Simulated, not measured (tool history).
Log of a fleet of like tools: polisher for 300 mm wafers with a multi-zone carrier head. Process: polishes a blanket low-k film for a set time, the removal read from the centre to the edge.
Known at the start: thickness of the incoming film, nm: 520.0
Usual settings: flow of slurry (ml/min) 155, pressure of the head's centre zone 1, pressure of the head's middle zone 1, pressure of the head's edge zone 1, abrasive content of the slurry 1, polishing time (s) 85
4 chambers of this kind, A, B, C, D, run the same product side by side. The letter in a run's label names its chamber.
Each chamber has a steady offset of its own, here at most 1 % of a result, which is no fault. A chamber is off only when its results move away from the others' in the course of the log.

run,hour,flow of slurry (ml/min),pressure of the head's centre zone,pressure of the head's middle zone,pressure of the head's edge zone,abrasive content of the slurry,polishing time (s),film removed at the wafer's centre (Å),film removed at mid-radius (Å),film removed at the wafer's edge (Å)
# hour 4.3: chamber C: worn pad replaced by a new one
1D,11.4,155,1,1,1,1,85,364.97,366.97,370.29
2C,25.7,155,1,1,1,1,85,373.9,360.08,368.48
# hour 26.1: chamber A: edge zone pressure recalibrated
3A,38.1,155,1,1,1,1,85,369,359.89,371.64
4B,51,155,1,1,1,1,85,365.37,359.6,366.77
# hour 57: chamber C: edge zone pressure recalibrated
5A,58.7,155,1,1,1,1.15,85,397.82,390.89,392.71
# hour 66: chamber A: worn pad replaced by a new one
6B,73.8,155,1,1,1,1.15,85,394.04,396.82,391.55
7D,88.7,155,1,1,1,1.15,85,395.37,386.41,387.84
# hour 89.4: chamber D: worn pad replaced by a new one
# hour 93.5: chamber B: centre zone pressure recalibrated
# hour 95.3: chamber C: worn pad replaced by a new one
8C,100.5,155,1,1,1,1.15,85,389.72,383.02,392.7
9D,107.7,155,1,1,1,1,85,359.9,362.11,369.65
# hour 110.1: chamber B: worn pad replaced by a new one
10C,120.6,155,1,1,1,1,85,372.1,369.16,369.31
11B,128.3,155,1,1,1,1,85,397.85,361.89,364.19
12A,139.4,155,1,1,1,1,85,363.71,372.61,368.72
13C,147.3,155,1,1,1,1,85,361.94,360.36,368.83
14B,159.7,155,1,1,1,1,85,401.97,366.15,363.99
15D,170.1,155,1,1,1,1,85,379.97,362.91,369.65
16A,177.7,155,1,1,1,1,85,372.01,373.15,367.33
# hour 184.5: chamber A: worn pad replaced by a new one
# hour 190.7: chamber D: worn pad replaced by a new one
17C,192.5,155,1,1,1,1,85,373.58,371.75,366.98
# hour 204: chamber C: worn pad replaced by a new one
18D,206.2,155,1,1,1,1,85,378.78,365.89,367.32
19B,214.5,155,1,1,1,1,85,403.88,363.32,365.16
# hour 220.5: chamber B: slurry nozzle cleaned
20A,227.3,155,1,1,0.94,1,85,372.96,370.36,360.18
# hour 228.2: chamber D: centre zone pressure recalibrated
21D,239.3,155,1,1,0.94,1,85,366.99,359.06,353.72
22A,248.7,155,1,1,0.94,1,85,363.51,363.61,356.4
# hour 252.3: chamber B: worn pad replaced by a new one
23C,260.1,155,1,1,0.94,1,85,366.53,366.18,358.37
24B,271.1,155,1,1,1,1,85,402.94,376.21,363.32
25A,286.9,100,1,1,1,1.2,85,354.6,362.91,374.69

Is one chamber off against the others, does the gauge drift, or is nothing wrong? If a chamber is off, say which, and what the likeliest cause is.

A service left chamber B off against the others.
Cause: centre zone's pressure above its setpoint, % = 9.47.

Here are 4 candidates for chamber B's next run, each the usual settings with a change, their results left as question marks. Which one brings its results back in line with what the others give on the usual settings?
In line means no further than this from the other chambers' mean on the usual settings: film removed at the wafer's centre (Å) 18; film removed at mid-radius (Å) 17; film removed at the wafer's edge (Å) 8
26B-1,298.4,165,1.14,0.97,0.95,1,86,?,?,?
26B-2,298.4,145,0.86,1.03,1.05,1,84,?,?,?
26B-3,298.4,160,1.07,0.99,0.97,1,85,?,?,?
26B-4,298.4,150,0.93,1.01,1.03,1,85,?,?,?

The other chambers' mean on the usual settings: film removed at the wafer's centre (Å) 368.19; film removed at mid-radius (Å) 368.47; film removed at the wafer's edge (Å) 368.32
run,film removed at the wafer's centre (Å),film removed at mid-radius (Å),film removed at the wafer's edge (Å)
26B-1,473.37,365.38,366.12
26B-2,331.03,368.55,369.92
26B-3,434.29,366.04,364.19
26B-4,367.79,368.6,372.41
26B-4 brings the chamber back in line.
